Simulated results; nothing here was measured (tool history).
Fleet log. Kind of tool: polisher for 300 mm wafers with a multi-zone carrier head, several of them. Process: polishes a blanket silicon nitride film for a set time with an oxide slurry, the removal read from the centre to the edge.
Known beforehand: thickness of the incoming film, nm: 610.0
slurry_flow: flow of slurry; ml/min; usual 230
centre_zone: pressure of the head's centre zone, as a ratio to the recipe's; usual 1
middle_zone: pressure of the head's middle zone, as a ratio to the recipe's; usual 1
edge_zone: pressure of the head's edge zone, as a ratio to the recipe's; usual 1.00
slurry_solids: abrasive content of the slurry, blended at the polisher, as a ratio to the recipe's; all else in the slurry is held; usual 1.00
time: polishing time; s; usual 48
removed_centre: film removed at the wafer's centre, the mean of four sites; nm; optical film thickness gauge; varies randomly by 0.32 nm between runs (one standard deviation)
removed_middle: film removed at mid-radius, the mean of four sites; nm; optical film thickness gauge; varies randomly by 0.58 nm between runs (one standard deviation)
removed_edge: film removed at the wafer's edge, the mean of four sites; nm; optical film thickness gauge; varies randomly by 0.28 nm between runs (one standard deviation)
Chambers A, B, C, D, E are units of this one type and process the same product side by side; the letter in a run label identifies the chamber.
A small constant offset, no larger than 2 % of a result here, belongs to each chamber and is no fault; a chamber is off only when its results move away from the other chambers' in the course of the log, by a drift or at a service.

{"hour": 2.3, "done": "chamber A: centre zone pressure recalibrated"}
{"run": "1E", "hour": 5.0, "slurry_flow": 230, "centre_zone": 1, "middle_zone": 1, "edge_zone": 1.0, "slurry_solids": 1.0, "time": 48, "removed_centre": 41.304, "removed_middle": 41.693, "removed_edge": 41.79}
{"hour": 6.6, "done": "chamber E: edge zone pressure recalibrated"}
{"run": "2C", "hour": 13.6, "slurry_flow": 230, "centre_zone": 1, "middle_zone": 1, "edge_zone": 1.0, "slurry_solids": 1.0, "time": 48, "removed_centre": 40.963, "removed_middle": 41.497, "removed_edge": 41.087}
{"hour": 14.1, "done": "chamber A: worn pad replaced by a new one"}
{"run": "3A", "hour": 19.2, "slurry_flow": 230, "centre_zone": 1, "middle_zone": 1, "edge_zone": 1.0, "slurry_solids": 1.0, "time": 48, "removed_centre": 41.898, "removed_middle": 41.785, "removed_edge": 41.677}
{"hour": 26.9, "done": "chamber C: worn pad replaced by a new one"}
{"run": "4D", "hour": 27.5, "slurry_flow": 230, "centre_zone": 1, "middle_zone": 1, "edge_zone": 1.0, "slurry_solids": 1.0, "time": 48, "removed_centre": 41.945, "removed_middle": 42.591, "removed_edge": 41.515}
{"run": "5B", "hour": 31.6, "slurry_flow": 230, "centre_zone": 1, "middle_zone": 1, "edge_zone": 1.0, "slurry_solids": 1.0, "time": 48, "removed_centre": 42.499, "removed_middle": 41.963, "removed_edge": 42.734}
{"hour": 33.5, "done": "chamber B: worn pad replaced by a new one"}
{"run": "6E", "hour": 36.6, "slurry_flow": 230, "centre_zone": 1, "middle_zone": 1, "edge_zone": 1.0, "slurry_solids": 1.0, "time": 48, "removed_centre": 41.33, "removed_middle": 41.204, "removed_edge": 41.853}
{"hour": 38.7, "done": "chamber E: worn pad replaced by a new one"}
{"run": "7B", "hour": 42.5, "slurry_flow": 230, "centre_zone": 1, "middle_zone": 1, "edge_zone": 1.0, "slurry_solids": 1.0, "time": 48, "removed_centre": 42.327, "removed_middle": 42.019, "removed_edge": 42.67}
{"run": "8D", "hour": 48.2, "slurry_flow": 230, "centre_zone": 1, "middle_zone": 1, "edge_zone": 1.0, "slurry_solids": 1.0, "time": 48, "removed_centre": 42.555, "removed_middle": 42.065, "removed_edge": 41.837}
{"hour": 49.6, "done": "chamber A: worn pad replaced by a new one"}
{"hour": 50.6, "done": "chamber D: worn pad replaced by a new one"}
{"run": "9C", "hour": 52.3, "slurry_flow": 230, "centre_zone": 1, "middle_zone": 1, "edge_zone": 1.0, "slurry_solids": 1.0, "time": 48, "removed_centre": 41.355, "removed_middle": 41.886, "removed_edge": 41.795}
{"run": "10A", "hour": 57.9, "slurry_flow": 230, "centre_zone": 1, "middle_zone": 1, "edge_zone": 1.0, "slurry_solids": 1.0, "time": 48, "removed_centre": 42.177, "removed_middle": 41.964, "removed_edge": 41.81}
{"run": "11C", "hour": 66.8, "slurry_flow": 230, "centre_zone": 1, "middle_zone": 1, "edge_zone": 1.0, "slurry_solids": 1.0, "time": 48, "removed_centre": 40.803, "removed_middle": 42.354, "removed_edge": 41.686}
{"hour": 69.6, "done": "chamber B: worn pad replaced by a new one"}
{"run": "12A", "hour": 74.5, "slurry_flow": 230, "centre_zone": 1, "middle_zone": 1, "edge_zone": 1.0, "slurry_solids": 1.0, "time": 48, "removed_centre": 41.852, "removed_middle": 42.328, "removed_edge": 41.61}
{"hour": 76.1, "done": "chamber C: worn pad replaced by a new one"}
{"run": "13B", "hour": 79.9, "slurry_flow": 230, "centre_zone": 1, "middle_zone": 1, "edge_zone": 1.0, "slurry_solids": 1.0, "time": 48, "removed_centre": 42.439, "removed_middle": 42.784, "removed_edge": 42.733}
{"run": "14E", "hour": 88.6, "slurry_flow": 230, "centre_zone": 1, "middle_zone": 1, "edge_zone": 1.0, "slurry_solids": 1.0, "time": 48, "removed_centre": 41.584, "removed_middle": 42.329, "removed_edge": 41.763}
{"run": "15D", "hour": 93.3, "slurry_flow": 230, "centre_zone": 1, "middle_zone": 1, "edge_zone": 0.95, "slurry_solids": 0.75, "time": 48, "removed_centre": 36.62, "removed_middle": 36.52, "removed_edge": 35.297}
{"hour": 95.0, "done": "chamber A: worn pad replaced by a new one"}
{"run": "16C", "hour": 97.7, "slurry_flow": 230, "centre_zone": 1, "middle_zone": 1, "edge_zone": 0.95, "slurry_solids": 0.75, "time": 48, "removed_centre": 35.727, "removed_middle": 36.981, "removed_edge": 35.002}
{"run": "17A", "hour": 106.4, "slurry_flow": 230, "centre_zone": 1, "middle_zone": 1, "edge_zone": 0.95, "slurry_solids": 0.75, "time": 48, "removed_centre": 36.999, "removed_middle": 36.181, "removed_edge": 35.263}
{"hour": 110.0, "done": "chamber B: worn pad replaced by a new one"}
{"hour": 112.8, "done": "chamber B: centre zone pressure recalibrated"}
{"run": "18D", "hour": 114.2, "slurry_flow": 230, "centre_zone": 1, "middle_zone": 1, "edge_zone": 0.95, "slurry_solids": 0.75, "time": 48, "removed_centre": 37.027, "removed_middle": 36.291, "removed_edge": 35.523}
{"run": "19B", "hour": 121.8, "slurry_flow": 230, "centre_zone": 1, "middle_zone": 1, "edge_zone": 0.95, "slurry_solids": 0.75, "time": 48, "removed_centre": 36.91, "removed_middle": 37.028, "removed_edge": 35.592}
{"hour": 122.8, "done": "chamber E: worn pad replaced by a new one"}
{"hour": 127.6, "done": "chamber C: worn pad replaced by a new one"}
{"run": "20E", "hour": 130.0, "slurry_flow": 230, "centre_zone": 1, "middle_zone": 1, "edge_zone": 1.0, "slurry_solids": 1.0, "time": 48, "removed_centre": 41.508, "removed_middle": 41.833, "removed_edge": 41.578}
{"hour": 139.0, "done": "chamber D: worn pad replaced by a new one"}
{"hour": 139.1, "done": "chamber A: worn pad replaced by a new one"}
{"run": "21A", "hour": 139.1, "slurry_flow": 230, "centre_zone": 1, "middle_zone": 1, "edge_zone": 1.0, "slurry_solids": 1.0, "time": 48, "removed_centre": 42.183, "removed_middle": 43.41, "removed_edge": 41.711}
{"hour": 146.0, "done": "chamber B: worn pad replaced by a new one"}
{"run": "22D", "hour": 146.8, "slurry_flow": 230, "centre_zone": 1, "middle_zone": 1, "edge_zone": 1.0, "slurry_solids": 1.0, "time": 48, "removed_centre": 42.508, "removed_middle": 41.855, "removed_edge": 41.422}
{"run": "23E", "hour": 154.1, "slurry_flow": 230, "centre_zone": 1, "middle_zone": 1, "edge_zone": 1.0, "slurry_solids": 1.0, "time": 48, "removed_centre": 41.06, "removed_middle": 42.35, "removed_edge": 41.574}
{"hour": 157.1, "done": "chamber B: slurry nozzle cleaned"}
{"run": "24C", "hour": 158.2, "slurry_flow": 230, "centre_zone": 1, "middle_zone": 1, "edge_zone": 1.0, "slurry_solids": 1.0, "time": 48, "removed_centre": 41.652, "removed_middle": 43.217, "removed_edge": 41.406}
{"run": "25B", "hour": 167.2, "slurry_flow": 230, "centre_zone": 1, "middle_zone": 1, "edge_zone": 1.0, "slurry_solids": 1.0, "time": 48, "removed_centre": 42.128, "removed_middle": 42.722, "removed_edge": 42.79}
{"hour": 169.7, "done": "chamber C: worn pad replaced by a new one"}
{"run": "26A", "hour": 175.9, "slurry_flow": 190, "centre_zone": 1, "middle_zone": 1, "edge_zone": 1.0, "slurry_solids": 1.15, "time": 48, "removed_centre": 43.402, "removed_middle": 44.146, "removed_edge": 43.763}
{"run": "27E", "hour": 183.0, "slurry_flow": 190, "centre_zone": 1, "middle_zone": 1, "edge_zone": 1.0, "slurry_solids": 1.15, "time": 48, "removed_centre": 42.09, "removed_middle": 42.577, "removed_edge": 43.644}
{"run": "28C", "hour": 187.2, "slurry_flow": 190, "centre_zone": 1, "middle_zone": 1, "edge_zone": 1.0, "slurry_solids": 1.15, "time": 48, "removed_centre": 42.707, "removed_middle": 43.598, "removed_edge": 43.313}
{"hour": 188.0, "done": "chamber B: worn pad replaced by a new one"}
{"run": "29B", "hour": 192.8, "slurry_flow": 190, "centre_zone": 1, "middle_zone": 1, "edge_zone": 1.0, "slurry_solids": 1.15, "time": 48, "removed_centre": 43.051, "removed_middle": 43.89, "removed_edge": 44.524}
{"run": "30D", "hour": 199.0, "slurry_flow": 190, "centre_zone": 1, "middle_zone": 1, "edge_zone": 1.0, "slurry_solids": 1.15, "time": 48, "removed_centre": 44.241, "removed_middle": 43.138, "removed_edge": 43.647}

Predict what each chamber gives when all 5 of them run the settings below next.
{"run": "31A", "hour": 205.6, "slurry_flow": 230, "centre_zone": 1, "middle_zone": 1, "edge_zone": 0.95, "slurry_solids": 1.0, "time": 48, "removed_centre": "?", "removed_middle": "?", "removed_edge": "?"}
{"run": "31B", "hour": 205.6, "slurry_flow": 230, "centre_zone": 1, "middle_zone": 1, "edge_zone": 0.95, "slurry_solids": 1.0, "time": 48, "removed_centre": "?", "removed_middle": "?", "removed_edge": "?"}
{"run": "31C", "hour": 205.6, "slurry_flow": 230, "centre_zone": 1, "middle_zone": 1, "edge_zone": 0.95, "slurry_solids": 1.0, "time": 48, "removed_centre": "?", "removed_middle": "?", "removed_edge": "?"}
{"run": "31D", "hour": 205.6, "slurry_flow": 230, "centre_zone": 1, "middle_zone": 1, "edge_zone": 0.95, "slurry_solids": 1.0, "time": 48, "removed_centre": "?", "removed_middle": "?", "removed_edge": "?"}
{"run": "31E", "hour": 205.6, "slurry_flow": 230, "centre_zone": 1, "middle_zone": 1, "edge_zone": 0.95, "slurry_solids": 1.0, "time": 48, "removed_centre": "?", "removed_middle": "?", "removed_edge": "?"}

run=31A removed_centre=42.614 removed_middle=42.367 removed_edge=40.733
run=31B removed_centre=42.104 removed_middle=42.704 removed_edge=41.769
run=31C removed_centre=40.752 removed_middle=41.133 removed_edge=41.159
run=31D removed_centre=43.212 removed_middle=41.853 removed_edge=40.422
run=31E removed_centre=41.721 removed_middle=42.320 removed_edge=40.546
